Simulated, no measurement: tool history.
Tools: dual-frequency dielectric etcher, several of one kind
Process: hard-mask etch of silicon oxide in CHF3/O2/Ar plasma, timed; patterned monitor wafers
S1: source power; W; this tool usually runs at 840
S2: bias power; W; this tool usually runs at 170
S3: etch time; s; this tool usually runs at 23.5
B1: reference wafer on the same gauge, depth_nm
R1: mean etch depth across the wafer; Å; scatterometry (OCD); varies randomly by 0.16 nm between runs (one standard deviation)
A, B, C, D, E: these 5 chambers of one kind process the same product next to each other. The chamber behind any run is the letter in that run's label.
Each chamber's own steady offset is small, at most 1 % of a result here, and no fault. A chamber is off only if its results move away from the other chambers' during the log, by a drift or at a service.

{"run": "1D", "hour": 9.7, "S1": 840, "S2": 170, "S3": 23.5, "B1": 55.656, "R1": 516.69}
{"run": "2C", "hour": 25.4, "S1": 840, "S2": 170, "S3": 23.5, "B1": 55.69, "R1": 514.6}
{"run": "3E", "hour": 34.7, "S1": 840, "S2": 170, "S3": 23.5, "B1": 55.674, "R1": 515.75}
{"hour": 44.8, "done": "chamber A: wet clean of the chamber"}
{"run": "4A", "hour": 47.0, "S1": 840, "S2": 170, "S3": 23.5, "B1": 55.692, "R1": 520.43}
{"hour": 62.7, "done": "chamber E: source power generator calibrated"}
{"run": "5B", "hour": 63.4, "S1": 840, "S2": 195, "S3": 20.5, "B1": 55.703, "R1": 468.94}
{"run": "6C", "hour": 71.2, "S1": 840, "S2": 195, "S3": 20.5, "B1": 55.684, "R1": 471.09}
{"hour": 82.3, "done": "chamber D: wet clean of the chamber"}
{"run": "7B", "hour": 87.3, "S1": 840, "S2": 195, "S3": 20.5, "B1": 55.743, "R1": 469.93}
{"run": "8E", "hour": 101.8, "S1": 840, "S2": 195, "S3": 20.5, "B1": 55.665, "R1": 470.72}
{"run": "9A", "hour": 112.5, "S1": 840, "S2": 195, "S3": 20.5, "B1": 55.66, "R1": 472.64}
{"run": "10D", "hour": 128.8, "S1": 840, "S2": 170, "S3": 23.5, "B1": 55.679, "R1": 518.45}
{"run": "11D", "hour": 143.6, "S1": 940, "S2": 208, "S3": 23.5, "B1": 55.654, "R1": 576.07}
{"run": "12E", "hour": 159.1, "S1": 940, "S2": 208, "S3": 23.5, "B1": 55.683, "R1": 579.61}
{"run": "13B", "hour": 168.7, "S1": 940, "S2": 208, "S3": 23.5, "B1": 55.697, "R1": 574.06}
{"hour": 178.3, "done": "chamber E: wet clean of the chamber"}
{"run": "14A", "hour": 181.8, "S1": 940, "S2": 208, "S3": 23.5, "B1": 55.707, "R1": 582.79}
{"run": "15C", "hour": 191.8, "S1": 940, "S2": 208, "S3": 23.5, "B1": 55.699, "R1": 573.67}
{"run": "16E", "hour": 207.4, "S1": 840, "S2": 170, "S3": 23.5, "B1": 55.693, "R1": 516.68}
{"run": "17A", "hour": 217.4, "S1": 840, "S2": 170, "S3": 23.5, "B1": 55.688, "R1": 519.13}
{"run": "18B", "hour": 229.6, "S1": 840, "S2": 170, "S3": 23.5, "B1": 55.723, "R1": 516.46}
{"run": "19C", "hour": 240.0, "S1": 840, "S2": 170, "S3": 23.5, "B1": 55.698, "R1": 515.07}
{"run": "20D", "hour": 256.1, "S1": 840, "S2": 170, "S3": 23.5, "B1": 55.677, "R1": 516.21}
{"run": "21E", "hour": 266.6, "S1": 840, "S2": 170, "S3": 23.5, "B1": 55.742, "R1": 513.73}
{"run": "22B", "hour": 281.8, "S1": 840, "S2": 170, "S3": 23.5, "B1": 55.644, "R1": 521}
{"hour": 286.7, "done": "chamber C: wet clean of the chamber"}
{"run": "23D", "hour": 292.9, "S1": 840, "S2": 170, "S3": 23.5, "B1": 55.658, "R1": 518.48}
{"run": "24C", "hour": 309.2, "S1": 1010, "S2": 170, "S3": 21, "B1": 55.725, "R1": 491.9}
{"run": "25A", "hour": 317.5, "S1": 1010, "S2": 170, "S3": 21, "B1": 55.715, "R1": 496.61}
{"run": "26B", "hour": 328.6, "S1": 1010, "S2": 170, "S3": 21, "B1": 55.722, "R1": 500.61}
{"run": "27D", "hour": 341.0, "S1": 1010, "S2": 170, "S3": 21, "B1": 55.671, "R1": 495.88}
{"run": "28A", "hour": 353.8, "S1": 1010, "S2": 170, "S3": 21, "B1": 55.689, "R1": 496.61}
{"run": "29C", "hour": 367.0, "S1": 840, "S2": 170, "S3": 23.5, "B1": 55.704, "R1": 516.23}
{"run": "30E", "hour": 380.2, "S1": 840, "S2": 170, "S3": 23.5, "B1": 55.714, "R1": 516.73}
{"hour": 391.2, "done": "chamber E: bias power generator calibrated"}
{"run": "31A", "hour": 393.4, "S1": 840, "S2": 170, "S3": 23.5, "B1": 55.661, "R1": 517.12}
{"run": "32E", "hour": 405.1, "S1": 840, "S2": 170, "S3": 23.5, "B1": 55.708, "R1": 515.16}
{"run": "33C", "hour": 414.3, "S1": 840, "S2": 170, "S3": 23.5, "B1": 55.675, "R1": 515.84}
{"run": "34B", "hour": 423.2, "S1": 840, "S2": 170, "S3": 23.5, "B1": 55.662, "R1": 529.99}
{"run": "35D", "hour": 430.8, "S1": 840, "S2": 170, "S3": 23.5, "B1": 55.751, "R1": 516.66}
{"run": "36C", "hour": 444.3, "S1": 950, "S2": 170, "S3": 23.5, "B1": 55.667, "R1": 539.36}
{"run": "37E", "hour": 453.7, "S1": 950, "S2": 170, "S3": 23.5, "B1": 55.698, "R1": 536.73}
{"run": "38D", "hour": 464.1, "S1": 950, "S2": 170, "S3": 23.5, "B1": 55.714, "R1": 543.44}
{"run": "39A", "hour": 474.3, "S1": 950, "S2": 170, "S3": 23.5, "B1": 55.714, "R1": 542.47}
{"run": "40B", "hour": 486.2, "S1": 950, "S2": 170, "S3": 23.5, "B1": 55.696, "R1": 559.32}

One chamber off, gauge drift, or nothing amiss beyond the chambers' own small offsets? If it is a chamber, which one, and what is the likeliest cause?

Little by little, chamber B moves away from the other chambers.
Most likely cause: etch rate over this chamber's usual, % = 3.28.

Which of the 4 candidates below, each the usual settings with something changed and its results left as question marks, puts chamber B back in line with what the other chambers give on the usual settings?
Maximum distance from the other chambers' mean on the usual settings for a result to count as in line: R1 5.5 Å
{"run": "41B-1", "hour": 498.1, "S1": 840, "S2": 172, "S3": 25, "R1": "?"}
{"run": "41B-2", "hour": 498.1, "S1": 830, "S2": 169, "S3": 23, "R1": "?"}
{"run": "41B-3", "hour": 498.1, "S1": 840, "S2": 138, "S3": 23.5, "R1": "?"}
{"run": "41B-4", "hour": 498.1, "S1": 900, "S2": 170, "S3": 23.5, "R1": "?"}

Average result of the remaining chambers running the usual settings: R1 516.53 Å
run=41B-1 R1=569.63
run=41B-2 R1=518.67
run=41B-3 R1=499.89
run=41B-4 R1=548.09
The answer is 41B-2, which returns the chamber to within the allowed miss of the others.

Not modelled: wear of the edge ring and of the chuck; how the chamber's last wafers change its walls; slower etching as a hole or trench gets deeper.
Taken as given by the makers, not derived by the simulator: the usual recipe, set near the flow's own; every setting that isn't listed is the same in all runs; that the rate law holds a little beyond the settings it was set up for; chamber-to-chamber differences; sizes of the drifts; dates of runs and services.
